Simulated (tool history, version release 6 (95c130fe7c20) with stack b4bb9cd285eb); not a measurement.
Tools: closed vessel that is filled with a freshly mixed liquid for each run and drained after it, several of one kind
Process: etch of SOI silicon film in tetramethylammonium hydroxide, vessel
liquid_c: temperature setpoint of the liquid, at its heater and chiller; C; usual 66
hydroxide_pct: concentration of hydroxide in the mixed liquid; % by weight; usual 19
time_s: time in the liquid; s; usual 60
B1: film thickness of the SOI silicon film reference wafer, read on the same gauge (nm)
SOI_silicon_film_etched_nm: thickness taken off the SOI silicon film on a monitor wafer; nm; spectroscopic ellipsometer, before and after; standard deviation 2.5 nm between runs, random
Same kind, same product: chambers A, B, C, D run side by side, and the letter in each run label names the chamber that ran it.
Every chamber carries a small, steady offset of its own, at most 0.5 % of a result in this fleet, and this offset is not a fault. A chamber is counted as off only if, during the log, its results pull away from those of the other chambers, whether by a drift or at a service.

Run 1B, hour 5.4: usual settings; B1 80.005. Result: SOI_silicon_film_etched_nm 259.05 nm.
At hour 13.1: chamber D: hydroxide flow meter replaced.
Run 2D, hour 15.1: usual settings; B1 79.983. Result: SOI_silicon_film_etched_nm 258.38 nm.
Run 3A, hour 22.9: usual settings; B1 79.999. Result: SOI_silicon_film_etched_nm 257.17 nm.
Run 4C, hour 31.1: usual settings; B1 79.994. Result: SOI_silicon_film_etched_nm 253.07 nm.
Run 5C, hour 41.4: usual settings; B1 79.983. Result: SOI_silicon_film_etched_nm 254.22 nm.
Run 6A, hour 46.6: usual settings; B1 79.996. Result: SOI_silicon_film_etched_nm 258.48 nm.
Run 7D, hour 51.5: usual settings; B1 80.009. Result: SOI_silicon_film_etched_nm 258.98 nm.
Run 8B, hour 59.4: usual settings but time_s 90 s; B1 80.006. Result: SOI_silicon_film_etched_nm 391.12 nm.
Run 9C, hour 70.2: usual settings but time_s 90 s; B1 80.011. Result: SOI_silicon_film_etched_nm 388.35 nm.
Run 10B, hour 76.1: usual settings but time_s 90 s; B1 80.026. Result: SOI_silicon_film_etched_nm 385.44 nm.
Run 11A, hour 80.8: usual settings but time_s 90 s; B1 79.989. Result: SOI_silicon_film_etched_nm 389.33 nm.
Run 12D, hour 87.9: usual settings but time_s 30 s; B1 80.004. Result: SOI_silicon_film_etched_nm 130.72 nm.
Run 13A, hour 97.6: usual settings but time_s 30 s; B1 80.003. Result: SOI_silicon_film_etched_nm 128.05 nm.
Run 14C, hour 104.7: usual settings but time_s 30 s; B1 80.017. Result: SOI_silicon_film_etched_nm 127.66 nm.
Run 15B, hour 112.6: usual settings but time_s 30 s; B1 80.011. Result: SOI_silicon_film_etched_nm 128.54 nm.
Run 16D, hour 121.3: usual settings; B1 80.015. Result: SOI_silicon_film_etched_nm 258.46 nm.
Run 17B, hour 130.3: usual settings; B1 79.995. Result: SOI_silicon_film_etched_nm 257.17 nm.
Run 18C, hour 140.2: usual settings; B1 80.023. Result: SOI_silicon_film_etched_nm 256.81 nm.
Run 19A, hour 145: usual settings; B1 79.997. Result: SOI_silicon_film_etched_nm 256.65 nm.
Run 20D, hour 152.3: usual settings; B1 79.975. Result: SOI_silicon_film_etched_nm 259.86 nm.
Run 21B, hour 158.7: usual settings; B1 80.006. Result: SOI_silicon_film_etched_nm 258.19 nm.
Run 22D, hour 163.5: usual settings; B1 80.018. Result: SOI_silicon_film_etched_nm 252.97 nm.
At hour 168.4: chamber B: thermometer replaced.
Run 23C, hour 169: usual settings; B1 80.02. Result: SOI_silicon_film_etched_nm 253.29 nm.
Run 24A, hour 179: usual settings but hydroxide_pct 24 % by weight; B1 80.02. Result: SOI_silicon_film_etched_nm 215.58 nm.
Run 25B, hour 188.7: usual settings but hydroxide_pct 24 % by weight; B1 79.993. Result: SOI_silicon_film_etched_nm 216.65 nm.
Run 26D, hour 199.5: usual settings but hydroxide_pct 24 % by weight; B1 80.005. Result: SOI_silicon_film_etched_nm 219.83 nm.
Run 27C, hour 205: usual settings but hydroxide_pct 24 % by weight; B1 80.008. Result: SOI_silicon_film_etched_nm 216.31 nm.
Run 28A, hour 215.2: usual settings; B1 79.995. Result: SOI_silicon_film_etched_nm 255.04 nm.
At hour 222.4: chamber C: hydroxide flow meter replaced.
Run 29B, hour 226.1: usual settings but time_s 85 s; B1 79.981. Result: SOI_silicon_film_etched_nm 362.59 nm.
Run 30C, hour 237.1: usual settings but time_s 85 s; B1 80.011. Result: SOI_silicon_film_etched_nm 371.94 nm.
Run 31D, hour 246.5: usual settings but time_s 85 s; B1 80.018. Result: SOI_silicon_film_etched_nm 365.79 nm.

Each of the 4 chambers runs these same settings next. Fill in every chamber's results:
Run 32A, hour 254.4: usual settings but time_s 40 s. Result: SOI_silicon_film_etched_nm ?.
Run 32B, hour 254.4: usual settings but time_s 40 s. Result: SOI_silicon_film_etched_nm ?.
Run 32C, hour 254.4: usual settings but time_s 40 s. Result: SOI_silicon_film_etched_nm ?.
Run 32D, hour 254.4: usual settings but time_s 40 s. Result: SOI_silicon_film_etched_nm ?.

run  SOI_silicon_film_etched_nm
32A                      171.55
32B                      172.52
32C                      170.01
32D                      172.01

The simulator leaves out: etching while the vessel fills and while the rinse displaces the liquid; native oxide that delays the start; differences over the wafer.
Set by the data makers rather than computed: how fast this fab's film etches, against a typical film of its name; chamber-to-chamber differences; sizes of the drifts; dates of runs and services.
